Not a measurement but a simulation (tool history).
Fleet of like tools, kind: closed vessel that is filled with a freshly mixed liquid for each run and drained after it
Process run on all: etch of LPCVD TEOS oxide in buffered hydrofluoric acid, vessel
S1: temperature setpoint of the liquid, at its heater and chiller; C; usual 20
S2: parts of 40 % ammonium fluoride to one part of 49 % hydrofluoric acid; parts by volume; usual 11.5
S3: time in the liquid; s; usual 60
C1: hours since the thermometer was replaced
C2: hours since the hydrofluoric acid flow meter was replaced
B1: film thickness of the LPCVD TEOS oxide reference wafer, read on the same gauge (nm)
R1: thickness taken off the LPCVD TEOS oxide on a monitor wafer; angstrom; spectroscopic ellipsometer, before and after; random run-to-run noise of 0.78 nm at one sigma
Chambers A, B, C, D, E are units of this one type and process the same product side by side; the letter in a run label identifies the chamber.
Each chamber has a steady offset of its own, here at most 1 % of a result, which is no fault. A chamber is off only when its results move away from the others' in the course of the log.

run,hour,S1,S2,S3,C1,C2,B1,R1
1B,3.3,20,11.5,60,53.9,502.6,30.014,1150.3
2C,5.8,20,11.5,60,1972.4,317.7,29.993,1159.9
# hour 5.9: chamber D: thermometer replaced
3E,8.4,20,11.5,60,1846.9,434.1,30.026,1158.8
4A,11.8,20,11.5,60,555.2,851.9,29.983,1167.6
5D,14.1,20,11.5,60,8.3,1059.6,30.018,1163.6
6A,17,20,11.5,60,560.4,857.1,29.982,1166.8
7C,21,20,11.5,80,1987.6,332.9,30.012,1529.7
8B,22.9,20,11.5,80,73.5,522.2,30.005,1532.4
9D,25.1,20,11.5,80,19.3,1070.6,30.007,1527.9
10E,28.5,20,11.5,80,1867,454.2,30.011,1540.6
11C,30.7,20,11.5,80,1997.3,342.6,29.974,1525.9
12E,34.9,20,11.5,60,1873.4,460.6,30.009,1164
13A,37.5,20,11.5,60,580.9,877.6,30.004,1154.3
14D,41.2,20,11.5,60,35.4,1086.7,29.989,1166.2
15B,45.1,20,11.5,60,95.7,544.4,29.991,1157.5
16C,49,20,11.5,60,2015.6,360.9,30.001,1125.1
17B,53.2,20,11.5,60,103.8,552.5,29.992,1156.7
18A,55.7,17,11.5,45,599.1,895.8,29.987,741.45
19D,58.1,17,11.5,45,52.3,1103.6,29.983,735.61
20E,60.4,17,11.5,45,1898.9,486.1,29.978,738.38
21E,62.4,17,11.5,45,1900.9,488.1,30.011,730.59
22C,65.1,17,11.5,45,2031.7,377,30.003,707.84
23D,68.9,20,11.5,60,63.1,1114.4,30.011,1166.9
24A,71.2,20,11.5,60,614.6,911.3,29.974,1185.4
25B,74.4,20,10,60,125,573.7,29.983,1322.4
26C,78.3,20,10,60,2044.9,390.2,29.973,1270.5
27E,81.1,20,10,60,1919.6,506.8,30.016,1326.6
28A,84,20,10,60,627.4,924.1,30.005,1338.3
29B,87.7,20,10,60,138.3,587,30.002,1316.7
30D,91.8,20,11.5,60,86,1137.3,30.012,1172.2
31E,94.8,20,8.5,40,1933.3,520.5,29.97,984.83
32C,97.8,20,8.5,40,2064.4,409.7,30.006,949.47
33A,100.7,20,8.5,40,644.1,940.8,29.996,1016.5
34D,104.6,20,8.5,40,98.8,1150.1,29.993,1010.5
35B,108.2,20,8.5,40,158.8,607.5,30.009,1013.8
36D,111,20,11.5,60,105.2,1156.5,30.007,1161.2
37C,113.6,20,11.5,60,2080.2,425.5,30.003,1071.5
38B,116.9,20,11.5,60,167.5,616.2,30.002,1151
39A,119.8,17,7.5,60,663.2,959.9,29.983,1496.7
40E,123.8,17,7.5,60,1962.3,549.5,30.007,1447.4
41C,127,17,7.5,60,2093.6,438.9,29.994,1347.1
42D,130.3,17,7.5,60,124.5,1175.8,30.009,1441.8
43E,134.3,17,7.5,60,1972.8,560,29.995,1469.2
44B,137.5,20,11.5,60,188.1,636.8,30.018,1147.9

Decide between three cases: one chamber stands off from its peers, the gauge reading all wafers drifts, or nothing is wrong past each chamber's small offset. Where a chamber is off, say which and what most likely put it there.

One chamber, C, drifts off from the rest bit by bit.
Cause: hydrofluoric acid flow below the setpoint (%) = 9.42.
Not necessarily distinguishable in this log from: liquid colder than its thermometer reads (K).

Below are 4 candidate recipes for chamber C's next run, each the usual settings with a change, their results shown as question marks. Which of them brings C's results back in line with what the other chambers give on the usual settings?
In-line tolerance around the mean of the other chambers on the usual settings: R1 27 angstrom
45C-1,140.6,20,10.5,60,,,,?
45C-2,140.6,21,10,60,,,,?
45C-3,140.6,20,11.5,55,,,,?
45C-4,140.6,18.5,13,60,,,,?

The mean the other chambers reach with the usual settings: R1 1159.1 angstrom
run,R1
45C-1,1155.2
45C-2,1280.7
45C-3,967.36
45C-4,859.42
The answer is 45C-1, which returns the chamber to within the allowed miss of the others.
